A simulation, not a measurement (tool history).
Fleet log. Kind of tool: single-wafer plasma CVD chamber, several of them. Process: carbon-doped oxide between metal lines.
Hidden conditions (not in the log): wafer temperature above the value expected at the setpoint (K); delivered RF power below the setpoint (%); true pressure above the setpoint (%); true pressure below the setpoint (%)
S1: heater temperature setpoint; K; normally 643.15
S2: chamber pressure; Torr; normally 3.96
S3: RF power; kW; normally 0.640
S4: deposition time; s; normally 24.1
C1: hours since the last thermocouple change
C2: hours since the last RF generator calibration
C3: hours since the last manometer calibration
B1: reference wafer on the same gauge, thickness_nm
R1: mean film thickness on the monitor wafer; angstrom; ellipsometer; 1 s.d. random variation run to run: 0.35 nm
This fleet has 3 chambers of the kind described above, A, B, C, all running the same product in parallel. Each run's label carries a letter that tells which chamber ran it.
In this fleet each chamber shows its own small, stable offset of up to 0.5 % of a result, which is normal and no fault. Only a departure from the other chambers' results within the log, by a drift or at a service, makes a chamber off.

run,hour,S1,S2,S3,S4,C1,C2,C3,B1,R1
1B,7.2,643.15,3.96,0.640,24.1,1123.1,853.2,2154.0,119.05,1325.9
2C,10.8,643.15,3.96,0.640,24.1,761.3,238.8,1124.3,118.93,1320.5
3A,17.4,643.15,3.96,0.640,24.1,445.8,516.3,1117.8,118.96,1322.3
4C,24.4,643.15,3.96,0.640,24.1,774.9,252.4,1137.9,119.02,1320.4
5B,28.4,643.15,3.96,0.640,24.1,1144.3,874.4,2175.2,118.90,1327.3
6A,33.5,643.15,3.96,0.640,24.1,461.9,532.4,1133.9,118.95,1326.6
7B,37.8,643.15,3.96,0.640,24.1,1153.7,883.8,2184.6,118.97,1328.3
8C,43.9,643.15,3.96,0.525,28.5,794.4,271.9,1157.4,118.99,1379.7
9A,50.2,643.15,3.96,0.525,28.5,478.6,549.1,1150.6,118.96,1391.4
10B,56.2,643.15,3.96,0.525,28.5,1172.1,902.2,2203.0,118.99,1384.0
11C,62.2,643.15,3.96,0.640,24.1,812.7,290.2,1175.7,119.02,1309.1
12A,66.4,643.15,3.96,0.640,24.1,494.8,565.3,1166.8,119.12,1327.6
13B,70.0,643.15,3.96,0.640,24.1,1185.9,916.0,2216.8,119.01,1324.7
14A,73.7,643.15,3.96,0.640,24.1,502.1,572.6,1174.1,118.97,1326.1
15C,78.5,643.15,3.96,0.640,24.1,829.0,306.5,1192.0,119.00,1309.6
# hour 84.5: chamber A: capacitance manometer re-zeroed and calibrated
16C,85.0,643.15,3.96,0.640,24.1,835.5,313.0,1198.5,119.08,1302.2
17B,92.3,643.15,3.96,0.640,24.1,1208.2,938.3,2239.1,118.93,1328.7
18A,98.3,643.15,3.96,0.640,24.1,526.7,597.2,13.8,119.01,1325.1
# hour 103.5: chamber C: capacitance manometer re-zeroed and calibrated
19B,103.5,643.15,3.96,0.640,24.1,1219.4,949.5,2250.3,119.04,1331.2
20A,108.6,643.15,3.96,0.640,24.1,537.0,607.5,24.1,118.92,1325.6
21C,115.4,643.15,3.96,0.640,21.1,865.9,343.4,12.0,118.95,1139.0
22C,120.6,643.15,3.96,0.640,21.1,871.1,348.6,17.2,119.02,1138.2
23A,124.4,643.15,3.96,0.640,21.1,552.8,623.3,39.9,119.04,1161.5
24B,127.9,643.15,3.96,0.640,24.1,1243.8,973.9,2274.7,119.04,1327.5
25C,131.8,643.15,3.96,0.640,24.1,882.3,359.8,28.4,119.05,1301.4
26A,138.7,643.15,4.40,0.640,28.7,567.1,637.6,54.2,118.87,1600.8
27B,145.6,643.15,4.40,0.640,28.7,1261.5,991.6,2292.4,119.00,1589.2
28B,152.0,643.15,4.40,0.640,28.7,1267.9,998.0,2298.8,119.03,1591.6
29C,157.5,643.15,3.96,0.640,24.1,908.0,385.5,54.1,119.01,1285.6
30A,164.9,643.15,3.96,0.640,24.1,593.3,663.8,80.4,118.97,1328.7

One chamber off, gauge drift, or nothing amiss beyond the chambers' own small offsets? If it is a chamber, which one, and what is the likeliest cause?

One chamber, C, drifts off from the rest bit by bit.
Likeliest cause: delivered RF power below the setpoint (%) = 4.39.

Which of the 4 candidates below, each the usual settings with something changed and its results left as question marks, puts chamber C back in line with what the other chambers give on the usual settings?
In line means no further than this from the other chambers' mean on the usual settings: R1 12.0 angstrom
31C-1,170.5,645.15,3.86,0.590,24.1,,,,,?
31C-2,170.5,641.15,4.06,0.690,24.1,,,,,?
31C-3,170.5,636.15,4.40,0.640,24.1,,,,,?
31C-4,170.5,643.15,3.96,0.630,23.6,,,,,?

Average result of the remaining chambers running the usual settings: R1 1325.5 angstrom
run,R1
31C-1,1213.8
31C-2,1358.8
31C-3,1327.0
31C-4,1248.1
The answer is 31C-3, which returns the chamber to within the allowed miss of the others.
